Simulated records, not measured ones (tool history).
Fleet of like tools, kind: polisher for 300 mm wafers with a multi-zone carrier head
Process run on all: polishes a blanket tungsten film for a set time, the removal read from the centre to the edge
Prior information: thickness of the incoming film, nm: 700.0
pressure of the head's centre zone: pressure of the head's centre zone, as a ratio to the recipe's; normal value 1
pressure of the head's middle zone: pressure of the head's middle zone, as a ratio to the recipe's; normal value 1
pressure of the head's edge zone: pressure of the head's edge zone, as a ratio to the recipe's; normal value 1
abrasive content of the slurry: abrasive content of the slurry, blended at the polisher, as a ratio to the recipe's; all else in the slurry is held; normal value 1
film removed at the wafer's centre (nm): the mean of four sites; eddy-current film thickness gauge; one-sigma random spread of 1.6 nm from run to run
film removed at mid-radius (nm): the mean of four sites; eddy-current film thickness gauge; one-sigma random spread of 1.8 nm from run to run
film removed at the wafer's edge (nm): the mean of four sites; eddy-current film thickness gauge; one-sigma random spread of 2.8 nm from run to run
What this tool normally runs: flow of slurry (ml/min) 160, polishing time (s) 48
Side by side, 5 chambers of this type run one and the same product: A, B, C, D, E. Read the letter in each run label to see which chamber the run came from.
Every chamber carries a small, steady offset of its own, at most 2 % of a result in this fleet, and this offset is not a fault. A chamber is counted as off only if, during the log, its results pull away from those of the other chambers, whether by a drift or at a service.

| run | hour | flow of slurry (ml/min) | pressure of the head's centre zone | pressure of the head's middle zone | pressure of the head's edge zone | abrasive content of the slurry | polishing time (s) | wafers polished on this pad | hours since the slurry nozzle was cleaned | hours since the centre zone pressure was calibrated | hours since the edge zone pressure was calibrated | film removed at the wafer's centre (nm) | film removed at mid-radius (nm) | film removed at the wafer's edge (nm) |
|---|---|---|---|---|---|---|---|---|---|---|---|---|---|---|
|  | 5.3 | chamber B: worn pad replaced by a new one |
| 1E | 7.7 | 160 | 1 | 1 | 1 | 1 | 48 | 793 | 231 | 1104.8 | 30.2 | 248.87 | 250.57 | 247.53 |
|  | 15.6 | chamber E: worn pad replaced by a new one |
| 2D | 16.5 | 160 | 1 | 1 | 1 | 1 | 48 | 746 | 311 | 535.2 | 172.2 | 249.48 | 242.01 | 243.84 |
| 3A | 24.4 | 160 | 1 | 1 | 1 | 1 | 48 | 634 | 226.6 | 181.8 | 139.3 | 246.09 | 246.12 | 249.69 |
|  | 25.6 | chamber D: worn pad replaced by a new one |
|  | 28.5 | chamber B: slurry nozzle cleaned |
| 4B | 36.3 | 160 | 1 | 1 | 1 | 1 | 48 | 359 | 7.9 | 547.6 | 1366.5 | 246 | 240.95 | 246.81 |
|  | 43.2 | chamber C: worn pad replaced by a new one |
| 5C | 43.2 | 160 | 1 | 1 | 1 | 1 | 48 | 0 | 163.9 | 664.9 | 200.1 | 249.4 | 251.79 | 245.01 |
| 6A | 56.2 | 160 | 1 | 1 | 1.04 | 1 | 55 | 1001 | 258.4 | 213.6 | 171.1 | 281.26 | 278.99 | 286.7 |
| 7B | 66.7 | 160 | 1 | 1 | 1.04 | 1 | 55 | 711 | 38.3 | 578 | 1396.9 | 285.15 | 273.62 | 282.98 |
| 8C | 75.2 | 160 | 1 | 1 | 1.04 | 1 | 55 | 370 | 195.9 | 696.9 | 232.1 | 285 | 288.49 | 292.14 |
|  | 79.9 | chamber B: worn pad replaced by a new one |
| 9D | 84.7 | 160 | 1 | 1 | 1.04 | 1 | 55 | 684 | 379.2 | 603.4 | 240.4 | 282.08 | 283.56 | 281.92 |
| 10E | 92.3 | 160 | 1 | 1 | 1.04 | 1 | 55 | 887 | 315.6 | 1189.4 | 114.8 | 283.25 | 287.46 | 286.85 |
|  | 94.1 | chamber D: worn pad replaced by a new one |
| 11B | 100.4 | 160 | 1 | 1 | 1 | 1 | 48 | 237 | 72 | 611.7 | 1430.6 | 248.97 | 240.84 | 248.22 |
|  | 100.6 | chamber E: worn pad replaced by a new one |
|  | 102.5 | chamber A: worn pad replaced by a new one |
| 12C | 109.3 | 160 | 1 | 1 | 1 | 1 | 48 | 764 | 230 | 731 | 266.2 | 250.34 | 255.46 | 243.41 |
|  | 111 | chamber E: centre zone pressure recalibrated |
| 13A | 119.7 | 160 | 0.92 | 1.1 | 1 | 1 | 48 | 199 | 321.9 | 277.1 | 234.6 | 226.28 | 266.79 | 244.73 |
| 14E | 127.5 | 160 | 0.92 | 1.1 | 1 | 1 | 48 | 311 | 350.8 | 16.5 | 150 | 229 | 272.52 | 247.82 |
| 15D | 135.6 | 160 | 0.92 | 1.1 | 1 | 1 | 48 | 480 | 430.1 | 654.3 | 291.3 | 225.17 | 264 | 249.44 |
|  | 138.5 | chamber C: edge zone pressure recalibrated |
| 16E | 142.5 | 160 | 0.92 | 1.1 | 1 | 1 | 48 | 484 | 365.8 | 31.5 | 165 | 226.96 | 271.99 | 240.69 |
|  | 144.5 | chamber B: worn pad replaced by a new one |
|  | 147.6 | chamber C: worn pad replaced by a new one |
| 17C | 154 | 160 | 0.92 | 1.1 | 1 | 1 | 48 | 74 | 274.7 | 775.7 | 15.6 | 225.54 | 273.91 | 245.6 |
|  | 160 | chamber B: edge zone pressure recalibrated |
| 18A | 163.4 | 140 | 1 | 1 | 1 | 1 | 48 | 704 | 365.6 | 320.8 | 278.3 | 240.95 | 240 | 239.6 |
|  | 164.7 | chamber D: worn pad replaced by a new one |
| 19D | 175.8 | 140 | 1 | 1 | 1 | 1 | 48 | 128 | 470.3 | 694.5 | 331.5 | 239.86 | 239.62 | 240.53 |
|  | 178 | chamber E: worn pad replaced by a new one |
| 20B | 187.6 | 140 | 1 | 1 | 1 | 1 | 48 | 498 | 159.2 | 698.9 | 27.7 | 242.41 | 238.6 | 239.83 |
| 21A | 195.4 | 140 | 1 | 1 | 1 | 1 | 48 | 1074 | 397.6 | 352.8 | 310.3 | 238.4 | 238.09 | 242.01 |
| 22E | 205.9 | 140 | 1 | 1 | 1 | 1 | 48 | 323 | 429.2 | 94.9 | 228.4 | 241.62 | 243 | 243.67 |
| 23B | 215.4 | 160 | 1 | 1 | 1 | 1 | 48 | 820 | 187 | 726.7 | 55.5 | 245.75 | 237.35 | 239.94 |
|  | 217.7 | chamber E: slurry nozzle cleaned |
|  | 225.3 | chamber B: worn pad replaced by a new one |
| 24D | 225.7 | 160 | 1 | 1 | 1 | 1.2 | 41 | 706 | 520.2 | 744.4 | 381.4 | 219.65 | 218.93 | 218.11 |
|  | 233.2 | chamber D: worn pad replaced by a new one |
|  | 236.2 | chamber A: worn pad replaced by a new one |
| 25C | 237.7 | 160 | 1 | 1 | 1 | 1.2 | 41 | 1043 | 358.4 | 859.4 | 99.3 | 216.34 | 222.62 | 220.81 |
| 26E | 247.3 | 160 | 1 | 1 | 1 | 1.2 | 41 | 802 | 29.6 | 136.3 | 269.8 | 221.84 | 220.02 | 218.56 |
|  | 251 | chamber E: worn pad replaced by a new one |
| 27B | 255 | 160 | 1 | 1 | 1 | 1.2 | 41 | 344 | 226.6 | 766.3 | 95.1 | 221.37 | 218.91 | 223.74 |
| 28A | 264.3 | 160 | 1 | 1 | 1 | 1.2 | 41 | 325 | 466.5 | 421.7 | 379.2 | 219.4 | 220.87 | 224.23 |
|  | 264.9 | chamber C: worn pad replaced by a new one |
|  | 269.4 | chamber D: slurry nozzle cleaned |
| 29C | 271.3 | 160 | 1 | 1 | 1 | 1 | 48 | 74 | 392 | 893 | 132.9 | 240.94 | 249.77 | 244.88 |
| 30D | 282.5 | 160 | 1 | 1 | 1 | 1 | 48 | 570 | 13.2 | 801.2 | 438.2 | 243.85 | 243.84 | 250.13 |
| 31C | 291.6 | 160 | 1 | 1 | 1 | 1 | 48 | 309 | 412.3 | 913.3 | 153.2 | 241.35 | 251.44 | 246.99 |
|  | 294.8 | chamber D: worn pad replaced by a new one |
| 32E | 298.6 | 160 | 1 | 1 | 1 | 1 | 48 | 550 | 80.9 | 187.6 | 321.1 | 247.11 | 249.68 | 250.27 |
|  | 304.2 | chamber B: worn pad replaced by a new one |
| 33D | 306.5 | 160 | 1 | 1 | 1 | 1 | 48 | 135 | 37.2 | 825.2 | 462.2 | 249.45 | 247.67 | 246.43 |
| 34A | 314.1 | 160 | 1 | 1 | 1 | 1 | 48 | 901 | 516.3 | 471.5 | 429 | 250.64 | 249.87 | 250.26 |
| 35B | 323.3 | 160 | 1 | 1 | 1 | 1 | 48 | 221 | 294.9 | 834.6 | 163.4 | 250.43 | 243.01 | 246.3 |
| 36E | 335.4 | 160 | 1 | 1 | 1 | 1 | 48 | 976 | 117.7 | 224.4 | 357.9 | 251.31 | 249.79 | 250.7 |

All 5 chambers run these settings next. Forecast each chamber's results:
| 37A | 344.9 | 175 | 1 | 1 | 1 | 1 | 48 |  |  |  |  | ? | ? | ? |
| 37B | 344.9 | 175 | 1 | 1 | 1 | 1 | 48 |  |  |  |  | ? | ? | ? |
| 37C | 344.9 | 175 | 1 | 1 | 1 | 1 | 48 |  |  |  |  | ? | ? | ? |
| 37D | 344.9 | 175 | 1 | 1 | 1 | 1 | 48 |  |  |  |  | ? | ? | ? |
| 37E | 344.9 | 175 | 1 | 1 | 1 | 1 | 48 |  |  |  |  | ? | ? | ? |

| run | film removed at the wafer's centre (nm) | film removed at mid-radius (nm) | film removed at the wafer's edge (nm) |
|---|---|---|---|
| 37A | 252.31 | 247.67 | 254.9 |
| 37B | 251.35 | 242.93 | 247.72 |
| 37C | 242.99 | 252.49 | 248.89 |
| 37D | 251.11 | 248.91 | 253.15 |
| 37E | 256.48 | 251.47 | 251.61 |
